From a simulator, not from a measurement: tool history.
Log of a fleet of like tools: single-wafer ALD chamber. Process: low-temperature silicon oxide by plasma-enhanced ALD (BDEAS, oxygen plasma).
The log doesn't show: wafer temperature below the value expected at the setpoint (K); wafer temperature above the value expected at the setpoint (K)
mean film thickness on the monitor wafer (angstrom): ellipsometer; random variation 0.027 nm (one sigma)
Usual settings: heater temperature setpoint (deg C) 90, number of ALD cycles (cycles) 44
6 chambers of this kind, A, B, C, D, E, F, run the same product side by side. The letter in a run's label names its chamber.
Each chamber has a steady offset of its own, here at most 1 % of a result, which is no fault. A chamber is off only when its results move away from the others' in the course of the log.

run     day  heater temperature setpoint (deg C)  number of ALD cycles (cycles)  hours since the last thermocouple change  read-back reference wafer on the same gauge, thickness_nm  mean film thickness on the monitor wafer (angstrom)
 1A   0.375                                   90                             44                                     839.0                                                     6.3790                                               64.518
 2F   0.683                                   90                             44                                    1989.7                                                     6.3752                                               64.571
 3D   0.996                                   90                             44                                     899.1                                                     6.3831                                               65.953
 4C   1.221                                   90                             44                                    2704.5                                                     6.3805                                               64.707
 5E   1.450                                   90                             44                                     619.6                                                     6.3827                                               64.356
 6B   1.696                                   90                             44                                    1050.0                                                     6.3751                                               65.239
      1.708  -- chamber D: thermocouple changed; heater temperature recalibrated
 7A   2.100                                   79                             44                                     880.4                                                     6.3785                                               67.063
 8F   2.275                                   79                             44                                    2027.9                                                     6.3848                                               67.459
 9D   2.650                                   79                             44                                      22.7                                                     6.3779                                               68.487
10E   2.875                                   79                             44                                     653.8                                                     6.3803                                               66.840
11C   3.142                                   79                             44                                    2750.6                                                     6.3844                                               67.667
12B   3.367                                   79                             44                                    1090.1                                                     6.3830                                               68.498
13F   3.662                                   90                             44                                    2061.2                                                     6.3764                                               64.929
14E   3.929                                   90                             44                                     679.1                                                     6.3847                                               64.915
15D   4.121                                  100                             36                                      58.0                                                     6.3784                                               51.395
16B   4.517                                  100                             36                                    1117.7                                                     6.3761                                               51.403
17C   4.817                                  100                             36                                    2790.8                                                     6.3772                                               50.885
18A   5.217                                  100                             36                                     955.2                                                     6.3770                                               50.905
19D   5.425                                  100                             36                                      89.3                                                     6.3850                                               51.509
20A   5.638                                  100                             36                                     965.3                                                     6.3834                                               51.237
21E   5.888                                   90                             44                                     726.1                                                     6.3807                                               64.459
22F   6.112                                   90                             44                                    2120.0                                                     6.3754                                               64.743
23C   6.396                                   90                             44                                    2828.7                                                     6.3798                                               64.622
24B   6.679                                   90                             44                                    1169.6                                                     6.3855                                               64.846
25E   6.912                                   90                             44                                     750.7                                                     6.3822                                               64.922
26B   7.096                                   90                             44                                    1179.6                                                     6.3769                                               65.041
27A   7.429                                   90                             36                                    1008.3                                                     6.3777                                               53.136
28C   7.638                                   90                             36                                    2858.5                                                     6.3723                                               52.840
29D   7.971                                   90                             36                                     150.4                                                     6.3702                                               53.976
30F   8.362                                   90                             36                                    2174.0                                                     6.3838                                               52.615
31B   8.542                                   90                             36                                    1214.3                                                     6.3838                                               53.380
32D   8.904                                   90                             36                                     172.8                                                     6.3883                                               53.946
33E   9.158                                  103                             51                                     804.6                                                     6.3781                                               71.896
34C   9.529                                  103                             51                                    2903.9                                                     6.3712                                               72.284
35F   9.767                                  103                             51                                    2207.7                                                     6.3855                                               72.169
36A   9.954                                  103                             51                                    1068.9                                                     6.3778                                               71.912
37C  10.317                                  103                             51                                    2922.8                                                     6.3868                                               71.729
38E  10.558                                  103                             51                                     838.2                                                     6.3811                                               72.146

What goes on in this fleet: one chamber off, a drifting gauge, or nothing beyond the chambers' own small offsets? Name the chamber and the cause, if any.

No chamber stands off beyond its own small offset, and the gauge holds steady.
